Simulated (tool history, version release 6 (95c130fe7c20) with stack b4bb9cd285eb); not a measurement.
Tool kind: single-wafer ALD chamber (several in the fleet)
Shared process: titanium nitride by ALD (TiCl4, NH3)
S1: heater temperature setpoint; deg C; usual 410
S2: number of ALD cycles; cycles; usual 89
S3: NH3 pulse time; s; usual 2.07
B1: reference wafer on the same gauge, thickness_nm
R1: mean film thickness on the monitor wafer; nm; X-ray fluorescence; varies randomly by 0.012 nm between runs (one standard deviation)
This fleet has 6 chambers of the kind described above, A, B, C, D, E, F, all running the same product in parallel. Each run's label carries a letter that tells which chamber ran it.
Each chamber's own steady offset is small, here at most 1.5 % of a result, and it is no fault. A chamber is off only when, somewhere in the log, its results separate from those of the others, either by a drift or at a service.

Run 1A, hour 12.5: usual settings; B1 2.1902. Result: R1 1.9495 nm.
Run 2E, hour 27.5: usual settings; B1 2.1890. Result: R1 1.9942 nm.
Run 3F, hour 42.6: usual settings; B1 2.1883. Result: R1 1.9750 nm.
Run 4D, hour 57.5: usual settings; B1 2.1929. Result: R1 1.9702 nm.
Run 5C, hour 72.6: usual settings; B1 2.1906. Result: R1 1.9922 nm.
Run 6B, hour 85.8: usual settings; B1 2.1867. Result: R1 1.9918 nm.
Run 7C, hour 95.7: usual settings; B1 2.1907. Result: R1 1.9959 nm.
Run 8B, hour 106.3: usual settings; B1 2.1880. Result: R1 1.9633 nm.
Run 9E, hour 116.3: usual settings but S1 416 deg C; B1 2.1928. Result: R1 1.9740 nm.
Run 10D, hour 128.8: usual settings but S1 416 deg C; B1 2.1916. Result: R1 1.9753 nm.
Run 11A, hour 138.0: usual settings but S1 416 deg C; B1 2.1910. Result: R1 1.9593 nm.
Run 12F, hour 147.0: usual settings but S1 416 deg C; B1 2.1896. Result: R1 1.9867 nm.
Run 13A, hour 156.6: usual settings but S1 416 deg C; B1 2.1893. Result: R1 1.9615 nm.
Run 14D, hour 169.4: usual settings but S1 416 deg C; B1 2.1881. Result: R1 1.9797 nm.
Run 15F, hour 178.2: usual settings but S1 418 deg C, S2 99 cycles; B1 2.1888. Result: R1 2.1920 nm.
Run 16C, hour 194.6: usual settings but S1 418 deg C, S2 99 cycles; B1 2.1915. Result: R1 2.2305 nm.
Run 17B, hour 204.2: usual settings but S1 418 deg C, S2 99 cycles; B1 2.1901. Result: R1 2.2065 nm.
Run 18E, hour 218.7: usual settings but S1 418 deg C, S2 99 cycles; B1 2.1933. Result: R1 2.2199 nm.
Run 19E, hour 229.1: usual settings but S1 418 deg C, S2 99 cycles; B1 2.1886. Result: R1 2.1957 nm.
Run 20C, hour 242.5: usual settings but S1 418 deg C, S2 99 cycles; B1 2.1892. Result: R1 2.2192 nm.
Run 21D, hour 258.0: usual settings but S1 424 deg C, S3 1.57 s; B1 2.1876. Result: R1 1.9792 nm.
Run 22F, hour 270.2: usual settings but S1 424 deg C, S3 1.57 s; B1 2.1899. Result: R1 1.9584 nm.
Run 23B, hour 278.2: usual settings but S1 424 deg C, S3 1.57 s; B1 2.1885. Result: R1 1.9654 nm.
Run 24A, hour 286.5: usual settings but S1 424 deg C, S3 1.57 s; B1 2.1895. Result: R1 1.9247 nm.
Run 25D, hour 302.2: usual settings but S1 424 deg C, S3 1.57 s; B1 2.1892. Result: R1 1.9651 nm.
Run 26C, hour 313.6: usual settings but S1 424 deg C, S3 1.57 s; B1 2.1892. Result: R1 1.9843 nm.
Run 27A, hour 323.4: usual settings; B1 2.1883. Result: R1 1.9357 nm.
Run 28F, hour 334.4: usual settings; B1 2.1918. Result: R1 1.9658 nm.
Run 29B, hour 341.7: usual settings but S1 417 deg C; B1 2.1909. Result: R1 1.9776 nm.
Run 30E, hour 357.0: usual settings but S1 417 deg C; B1 2.1915. Result: R1 1.9831 nm.
Run 31C, hour 364.4: usual settings but S1 417 deg C; B1 2.1893. Result: R1 1.9917 nm.
Run 32D, hour 372.5: usual settings but S1 417 deg C; B1 2.1896. Result: R1 1.9860 nm.
Run 33A, hour 380.3: usual settings but S1 417 deg C; B1 2.1888. Result: R1 1.9487 nm.
Run 34F, hour 396.3: usual settings but S1 417 deg C; B1 2.1875. Result: R1 1.9679 nm.
Run 35B, hour 409.9: usual settings; B1 2.1909. Result: R1 1.9748 nm.
Run 36E, hour 423.4: usual settings but S3 1.40 s; B1 2.1897. Result: R1 1.9559 nm.
Run 37E, hour 435.9: usual settings but S3 1.40 s; B1 2.1895. Result: R1 1.9611 nm.
Run 38F, hour 452.0: usual settings but S3 1.40 s; B1 2.1935. Result: R1 1.9530 nm.
Run 39D, hour 468.4: usual settings but S3 1.40 s; B1 2.1894. Result: R1 1.9358 nm.
Run 40C, hour 482.3: usual settings but S3 1.40 s; B1 2.1903. Result: R1 1.9722 nm.
Run 41A, hour 490.2: usual settings but S3 1.40 s; B1 2.1907. Result: R1 1.9215 nm.
Run 42B, hour 505.4: usual settings; B1 2.1915. Result: R1 1.9873 nm.
Run 43F, hour 515.6: usual settings; B1 2.1917. Result: R1 1.9607 nm.

All 6 chambers run these settings next. Forecast each chamber's results:
Run 44A, hour 527.3: usual settings. Result: R1 ?.
Run 44B, hour 527.3: usual settings. Result: R1 ?.
Run 44C, hour 527.3: usual settings. Result: R1 ?.
Run 44D, hour 527.3: usual settings. Result: R1 ?.
Run 44E, hour 527.3: usual settings. Result: R1 ?.
Run 44F, hour 527.3: usual settings. Result: R1 ?.

run      R1
44A  1.9457
44B  1.9760
44C  1.9781
44D  1.9709
44E  1.9884
44F  1.9540
